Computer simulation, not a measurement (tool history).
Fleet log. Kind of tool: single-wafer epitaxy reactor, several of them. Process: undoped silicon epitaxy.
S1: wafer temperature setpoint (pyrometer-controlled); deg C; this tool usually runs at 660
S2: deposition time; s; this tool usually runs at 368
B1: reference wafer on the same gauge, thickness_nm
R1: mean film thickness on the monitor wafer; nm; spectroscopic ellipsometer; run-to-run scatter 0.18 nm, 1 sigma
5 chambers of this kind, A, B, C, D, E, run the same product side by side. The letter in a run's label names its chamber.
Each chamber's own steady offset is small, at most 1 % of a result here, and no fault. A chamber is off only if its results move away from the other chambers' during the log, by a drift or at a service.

run	hour	S1	S2	B1	R1
1C	4.1	660	368	88.076	76.161
2A	10.2	660	368	88.067	76.323
3B	13.8	660	368	88.084	76.115
4E	18.2	660	368	88.057	77.249
5D	22.2	660	368	88.108	77.214
6D	26	660	368	88.139	77.249
7E	29.6	660	368	88.069	77.004
8A	36.3	660	368	88.102	75.931
9C	42	660	368	88.129	76.129
10B	46.9	660	368	88.073	76.411
11C	53.5	660	368	88.142	76.448
12D	60.1	660	368	88.103	77.706
13E	64.6	660	368	88.13	77.025
14B	69.6	646	368	88.119	56.721
15A	76.3	646	368	88.108	56.105
16A	83.1	646	368	88.088	55.918
17C	90.1	646	368	88.077	56.217
18E	94.5	646	368	88.118	57.24
19B	100.7	653	343	88.091	61.392
20D	104.1	653	343	88.08	61.972
21D	111.5	653	343	88.077	61.986
22A	119.2	653	343	88.082	60.939
23C	124	653	343	88.082	61.019
24B	130.3	660	368	88.125	76.625
25E	134.6	660	331	88.069	69.355
26A	140.6	660	331	88.112	68.273
# hour 146: chamber B: pyrometer calibrated
27D	147.1	660	331	88.156	69.525
28C	152.7	660	331	88.08	68.236
29E	159.2	660	331	88.053	69.347
30B	165.2	660	368	88.083	76.444
31A	171.1	660	368	88.14	76.311
32C	177.6	660	368	88.107	76.138
33B	181.7	660	368	88.154	76.424
34D	188.2	651	428	88.108	74.011
35E	192.3	651	428	88.11	73.931
36A	196	651	428	88.11	72.742
37B	199.7	651	428	88.151	73.518
38C	204.9	651	428	88.135	72.917
39D	211.4	660	368	88.099	77.282

Has any chamber moved away from the others, gradually or after a service, or does the common gauge drift, or do the chambers differ only by their own small steady offsets? State the chamber and the most likely cause if one applies.

Neither any chamber nor the gauge drifts; the chambers differ only by their own small, steady offsets.

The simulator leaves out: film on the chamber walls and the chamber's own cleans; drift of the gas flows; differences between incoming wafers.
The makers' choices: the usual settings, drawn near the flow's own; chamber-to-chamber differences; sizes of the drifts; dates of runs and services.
